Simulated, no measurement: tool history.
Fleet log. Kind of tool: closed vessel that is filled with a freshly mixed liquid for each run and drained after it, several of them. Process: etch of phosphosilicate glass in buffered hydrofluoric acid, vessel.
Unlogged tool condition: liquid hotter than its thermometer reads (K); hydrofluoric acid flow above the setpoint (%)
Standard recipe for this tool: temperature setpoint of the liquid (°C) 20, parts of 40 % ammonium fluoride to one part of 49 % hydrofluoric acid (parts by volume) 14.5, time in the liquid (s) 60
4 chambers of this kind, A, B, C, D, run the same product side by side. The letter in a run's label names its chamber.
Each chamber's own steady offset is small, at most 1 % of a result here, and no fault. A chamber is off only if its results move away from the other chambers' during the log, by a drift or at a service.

| run | hour | temperature setpoint of the liquid (°C) | parts of 40 % ammonium fluoride to one part of 49 % hydrofluoric acid (parts by volume) | time in the liquid (s) | hours since the thermometer was replaced | hours since the hydrofluoric acid flow meter was replaced | read-back film thickness of the phosphosilicate glass reference wafer, read on the same gauge (nm) | thickness taken off the phosphosilicate glass on a monitor wafer (nm) |
|---|---|---|---|---|---|---|---|---|
| 1A | 7.5 | 20 | 14.5 | 60 | 620.4 | 11.5 | 30.003 | 161.790 |
| 2D | 17.9 | 20 | 14.5 | 60 | 1113.4 | 934.1 | 30.013 | 162.820 |
| 3C | 23.2 | 20 | 14.5 | 60 | 1511.5 | 402.4 | 29.985 | 160.200 |
| 4B | 27.7 | 20 | 14.5 | 60 | 1599.4 | 1029.8 | 29.971 | 160.940 |
| 5C | 32.6 | 20 | 14.5 | 60 | 1520.9 | 411.8 | 30.009 | 161.510 |
| 6A | 40.5 | 20 | 14.5 | 60 | 653.4 | 44.5 | 30.007 | 165.850 |
| 7B | 45.3 | 20 | 14.5 | 60 | 1617.0 | 1047.4 | 30.015 | 159.900 |
| 8D | 53.8 | 25 | 14.5 | 95 | 1149.3 | 970.0 | 29.984 | 336.860 |
| 9D | 62.3 | 25 | 14.5 | 95 | 1157.8 | 978.5 | 30.018 | 339.120 |
| 10B | 71.0 | 25 | 14.5 | 95 | 1642.7 | 1073.1 | 29.979 | 329.260 |
| 11C | 76.1 | 25 | 14.5 | 95 | 1564.4 | 455.3 | 30.051 | 335.030 |
| 12A | 85.1 | 20 | 14.5 | 60 | 698.0 | 89.1 | 29.978 | 162.560 |
| 13D | 90.5 | 20 | 17.0 | 60 | 1186.0 | 1006.7 | 29.999 | 141.940 |
| 14C | 100.4 | 20 | 17.0 | 60 | 1588.7 | 479.6 | 29.985 | 139.050 |
| 15B | 105.8 | 20 | 17.0 | 60 | 1677.5 | 1107.9 | 30.028 | 136.930 |
| 16A | 115.4 | 20 | 17.0 | 60 | 728.3 | 119.4 | 30.036 | 140.610 |
| 17D | 123.5 | 20 | 14.5 | 60 | 1219.0 | 1039.7 | 29.999 | 166.440 |
| 18A | 129.1 | 20 | 14.5 | 60 | 742.0 | 133.1 | 29.988 | 160.610 |
| 19B | 139.2 | 20 | 14.5 | 60 | 1710.9 | 1141.3 | 29.973 | 160.510 |
| 20C | 147.5 | 20 | 14.5 | 60 | 1635.8 | 526.7 | 30.018 | 164.540 |
| 21C | 157.7 | 20 | 14.5 | 60 | 1646.0 | 536.9 | 30.029 | 161.550 |
| 22A | 162.3 | 20 | 14.5 | 60 | 775.2 | 166.3 | 30.015 | 165.530 |
| 23D | 170.9 | 20 | 14.5 | 60 | 1266.4 | 1087.1 | 29.995 | 167.880 |
| 24B | 176.0 | 20 | 14.5 | 60 | 1747.7 | 1178.1 | 29.990 | 162.930 |
| 25B | 181.6 | 20 | 14.5 | 60 | 1753.3 | 1183.7 | 29.989 | 162.650 |
| 26A | 191.1 | 20 | 14.5 | 60 | 804.0 | 195.1 | 30.016 | 164.990 |
| 27D | 196.5 | 20 | 14.5 | 60 | 1292.0 | 1112.7 | 30.016 | 169.270 |
| 28C | 206.5 | 20 | 14.5 | 60 | 1694.8 | 585.7 | 29.994 | 161.010 |
|  | 212.0 | chamber C: thermometer replaced |
| 29A | 213.5 | 20 | 14.5 | 60 | 826.4 | 217.5 | 29.982 | 165.320 |
| 30C | 219.0 | 17 | 14.5 | 40 | 7.0 | 598.2 | 30.007 | 91.790 |
| 31B | 225.7 | 17 | 14.5 | 40 | 1797.4 | 1227.8 | 29.984 | 91.252 |
| 32D | 231.4 | 17 | 14.5 | 40 | 1326.9 | 1147.6 | 30.008 | 98.191 |
| 33D | 237.9 | 17 | 14.5 | 40 | 1333.4 | 1154.1 | 30.017 | 97.195 |
| 34B | 243.6 | 20 | 12.0 | 60 | 1815.3 | 1245.7 | 30.012 | 195.570 |
| 35C | 250.4 | 20 | 12.0 | 60 | 38.4 | 629.6 | 29.997 | 196.060 |
| 36A | 256.1 | 20 | 12.0 | 60 | 869.0 | 260.1 | 29.992 | 196.490 |
| 37B | 260.7 | 20 | 12.0 | 60 | 1832.4 | 1262.8 | 30.004 | 193.790 |
| 38A | 268.6 | 20 | 14.5 | 60 | 881.5 | 272.6 | 30.006 | 165.850 |
| 39D | 278.9 | 20 | 14.5 | 60 | 1374.4 | 1195.1 | 29.987 | 176.730 |

Does one chamber stand apart from the rest, does the shared gauge drift, or is all well apart from small per-chamber offsets? Give the chamber and the most likely cause, where there is one.

One chamber, D, drifts off from the rest bit by bit.
Likeliest cause: hydrofluoric acid flow above the setpoint (%) = 9.37.
The log may not separate it from: liquid hotter than its thermometer reads (K).

Here are 4 candidates for chamber D's next run, each the usual settings with a change, their results left as question marks. Which one brings its results back in line with what the others give on the usual settings?
Maximum distance from the other chambers' mean on the usual settings for a result to count as in line: thickness taken off the phosphosilicate glass on a monitor wafer (nm) 5.300
| 40D-1 | 286.3 | 20 | 14.0 | 60 |  |  |  | ? |
| 40D-2 | 286.3 | 20 | 15.0 | 60 |  |  |  | ? |
| 40D-3 | 286.3 | 20 | 14.5 | 65 |  |  |  | ? |
| 40D-4 | 286.3 | 20 | 14.5 | 55 |  |  |  | ? |

What the other chambers average on the usual settings: thickness taken off the phosphosilicate glass on a monitor wafer (nm) 162.160
| run | thickness taken off the phosphosilicate glass on a monitor wafer (nm) |
|---|---|
| 40D-1 | 182.820 |
| 40D-2 | 170.720 |
| 40D-3 | 191.290 |
| 40D-4 | 161.860 |
Change 40D-4 lands the chamber within the allowed miss of the other chambers.

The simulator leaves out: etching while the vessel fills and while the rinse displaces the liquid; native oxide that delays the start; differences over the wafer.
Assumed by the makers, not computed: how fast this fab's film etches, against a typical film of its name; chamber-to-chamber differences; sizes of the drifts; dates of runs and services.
